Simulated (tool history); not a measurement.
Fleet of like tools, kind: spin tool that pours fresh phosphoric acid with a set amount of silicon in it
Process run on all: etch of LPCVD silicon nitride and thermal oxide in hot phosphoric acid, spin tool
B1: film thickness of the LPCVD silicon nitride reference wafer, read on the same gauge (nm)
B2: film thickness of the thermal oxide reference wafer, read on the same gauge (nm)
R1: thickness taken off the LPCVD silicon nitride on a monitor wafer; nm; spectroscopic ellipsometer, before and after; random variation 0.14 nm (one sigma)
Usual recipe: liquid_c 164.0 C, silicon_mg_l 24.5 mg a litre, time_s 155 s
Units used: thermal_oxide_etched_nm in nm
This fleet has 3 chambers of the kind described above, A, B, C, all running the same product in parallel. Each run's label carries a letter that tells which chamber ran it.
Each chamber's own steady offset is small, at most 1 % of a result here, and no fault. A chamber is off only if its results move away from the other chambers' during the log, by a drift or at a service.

{"run": "1A", "hour": 11.7, "liquid_c": 164.0, "silicon_mg_l": 24.5, "time_s": 155, "B1": 110.04, "B2": 80.012, "R1": 15.848, "thermal_oxide_etched_nm": 0.32481}
{"run": "2C", "hour": 25.4, "liquid_c": 164.0, "silicon_mg_l": 24.5, "time_s": 155, "B1": 109.98, "B2": 80.005, "R1": 15.788, "thermal_oxide_etched_nm": 0.3324}
{"run": "3B", "hour": 31.6, "liquid_c": 164.0, "silicon_mg_l": 24.5, "time_s": 155, "B1": 109.98, "B2": 79.998, "R1": 15.946, "thermal_oxide_etched_nm": 0.31739}
{"run": "4A", "hour": 41.5, "liquid_c": 164.0, "silicon_mg_l": 24.5, "time_s": 155, "B1": 110.02, "B2": 79.988, "R1": 15.656, "thermal_oxide_etched_nm": 0.34658}
{"run": "5C", "hour": 48.1, "liquid_c": 164.0, "silicon_mg_l": 24.5, "time_s": 155, "B1": 110.02, "B2": 79.98, "R1": 15.892, "thermal_oxide_etched_nm": 0.29902}
{"run": "6B", "hour": 59.8, "liquid_c": 164.0, "silicon_mg_l": 24.5, "time_s": 155, "B1": 110.02, "B2": 80.005, "R1": 15.976, "thermal_oxide_etched_nm": 0.33638}
{"run": "7A", "hour": 72.5, "liquid_c": 164.0, "silicon_mg_l": 35.0, "time_s": 155, "B1": 110.02, "B2": 80.004, "R1": 15.588, "thermal_oxide_etched_nm": 0.21566}
{"run": "8C", "hour": 85.5, "liquid_c": 164.0, "silicon_mg_l": 35.0, "time_s": 155, "B1": 109.99, "B2": 79.931, "R1": 15.712, "thermal_oxide_etched_nm": 0.21529}
{"run": "9B", "hour": 98.2, "liquid_c": 164.0, "silicon_mg_l": 35.0, "time_s": 155, "B1": 110.0, "B2": 80.021, "R1": 15.735, "thermal_oxide_etched_nm": 0.22506}
{"run": "10A", "hour": 108.8, "liquid_c": 164.0, "silicon_mg_l": 24.5, "time_s": 155, "B1": 110.0, "B2": 80.007, "R1": 15.522, "thermal_oxide_etched_nm": 0.32728}
{"run": "11B", "hour": 118.4, "liquid_c": 164.0, "silicon_mg_l": 24.5, "time_s": 155, "B1": 110.01, "B2": 79.98, "R1": 15.994, "thermal_oxide_etched_nm": 0.30849}
{"run": "12C", "hour": 129.2, "liquid_c": 164.0, "silicon_mg_l": 24.5, "time_s": 155, "B1": 110.01, "B2": 79.978, "R1": 16.082, "thermal_oxide_etched_nm": 0.2969}
{"run": "13B", "hour": 141.7, "liquid_c": 164.0, "silicon_mg_l": 24.5, "time_s": 155, "B1": 109.98, "B2": 79.977, "R1": 15.972, "thermal_oxide_etched_nm": 0.3224}
{"hour": 142.9, "done": "chamber A: dissolved silicon flow meter replaced"}
{"run": "14C", "hour": 152.0, "liquid_c": 164.0, "silicon_mg_l": 24.5, "time_s": 155, "B1": 109.97, "B2": 80.008, "R1": 16.006, "thermal_oxide_etched_nm": 0.31106}
{"run": "15A", "hour": 163.4, "liquid_c": 164.0, "silicon_mg_l": 24.5, "time_s": 155, "B1": 110.0, "B2": 80.001, "R1": 14.99, "thermal_oxide_etched_nm": 0.2921}
{"run": "16A", "hour": 171.3, "liquid_c": 164.0, "silicon_mg_l": 24.5, "time_s": 155, "B1": 110.02, "B2": 79.964, "R1": 15.099, "thermal_oxide_etched_nm": 0.30099}
{"run": "17B", "hour": 182.2, "liquid_c": 164.0, "silicon_mg_l": 24.5, "time_s": 155, "B1": 109.99, "B2": 80.033, "R1": 16.031, "thermal_oxide_etched_nm": 0.29855}
{"run": "18C", "hour": 195.1, "liquid_c": 162.5, "silicon_mg_l": 24.5, "time_s": 155, "B1": 110.01, "B2": 80.009, "R1": 15.239, "thermal_oxide_etched_nm": 0.26046}
{"run": "19A", "hour": 204.7, "liquid_c": 162.5, "silicon_mg_l": 24.5, "time_s": 155, "B1": 109.98, "B2": 80.044, "R1": 13.997, "thermal_oxide_etched_nm": 0.22557}
{"run": "20B", "hour": 214.7, "liquid_c": 162.5, "silicon_mg_l": 24.5, "time_s": 155, "B1": 110.0, "B2": 80.0, "R1": 15.137, "thermal_oxide_etched_nm": 0.27835}
{"run": "21C", "hour": 228.4, "liquid_c": 164.0, "silicon_mg_l": 24.5, "time_s": 155, "B1": 110.03, "B2": 79.99, "R1": 15.917, "thermal_oxide_etched_nm": 0.28135}
{"run": "22C", "hour": 235.6, "liquid_c": 165.0, "silicon_mg_l": 18.0, "time_s": 155, "B1": 110.0, "B2": 80.011, "R1": 16.438, "thermal_oxide_etched_nm": 0.37157}
{"run": "23A", "hour": 248.6, "liquid_c": 165.0, "silicon_mg_l": 18.0, "time_s": 155, "B1": 110.02, "B2": 80.006, "R1": 14.85, "thermal_oxide_etched_nm": 0.34755}
{"run": "24B", "hour": 256.9, "liquid_c": 165.0, "silicon_mg_l": 18.0, "time_s": 155, "B1": 110.01, "B2": 79.979, "R1": 16.49, "thermal_oxide_etched_nm": 0.39467}
{"run": "25A", "hour": 267.8, "liquid_c": 164.0, "silicon_mg_l": 24.5, "time_s": 155, "B1": 110.01, "B2": 80.044, "R1": 13.844, "thermal_oxide_etched_nm": 0.23952}

Is one chamber off against the others, does the gauge drift, or is nothing wrong? If a chamber is off, say which, and what the likeliest cause is.

Little by little, chamber A moves away from the other chambers.
What lies behind it: temperature lost on the way to the wafer (K) = 3.84.

Which of the 4 candidates below, each the usual settings with something changed and its results left as question marks, puts chamber A back in line with what the other chambers give on the usual settings?
Allowed miss from the other chambers' usual-settings mean, per result, to count as in line: R1 0.500 nm; thermal_oxide_etched_nm 0.09000 nm
{"run": "26A-1", "hour": 277.8, "liquid_c": 164.0, "silicon_mg_l": 29.0, "time_s": 135, "R1": "?", "thermal_oxide_etched_nm": "?"}
{"run": "26A-2", "hour": 277.8, "liquid_c": 164.0, "silicon_mg_l": 20.0, "time_s": 175, "R1": "?", "thermal_oxide_etched_nm": "?"}
{"run": "26A-3", "hour": 277.8, "liquid_c": 164.0, "silicon_mg_l": 26.5, "time_s": 145, "R1": "?", "thermal_oxide_etched_nm": "?"}
{"run": "26A-4", "hour": 277.8, "liquid_c": 164.0, "silicon_mg_l": 22.5, "time_s": 165, "R1": "?", "thermal_oxide_etched_nm": "?"}

Average result of the remaining chambers running the usual settings: R1 15.905 nm; thermal_oxide_etched_nm 0.31400 nm
run=26A-1 R1=12.110 thermal_oxide_etched_nm=0.17470
run=26A-2 R1=15.698 thermal_oxide_etched_nm=0.30486
run=26A-3 R1=13.007 thermal_oxide_etched_nm=0.20569
run=26A-4 R1=14.801 thermal_oxide_etched_nm=0.26691
With 26A-2, the chamber falls back in line with the rest.

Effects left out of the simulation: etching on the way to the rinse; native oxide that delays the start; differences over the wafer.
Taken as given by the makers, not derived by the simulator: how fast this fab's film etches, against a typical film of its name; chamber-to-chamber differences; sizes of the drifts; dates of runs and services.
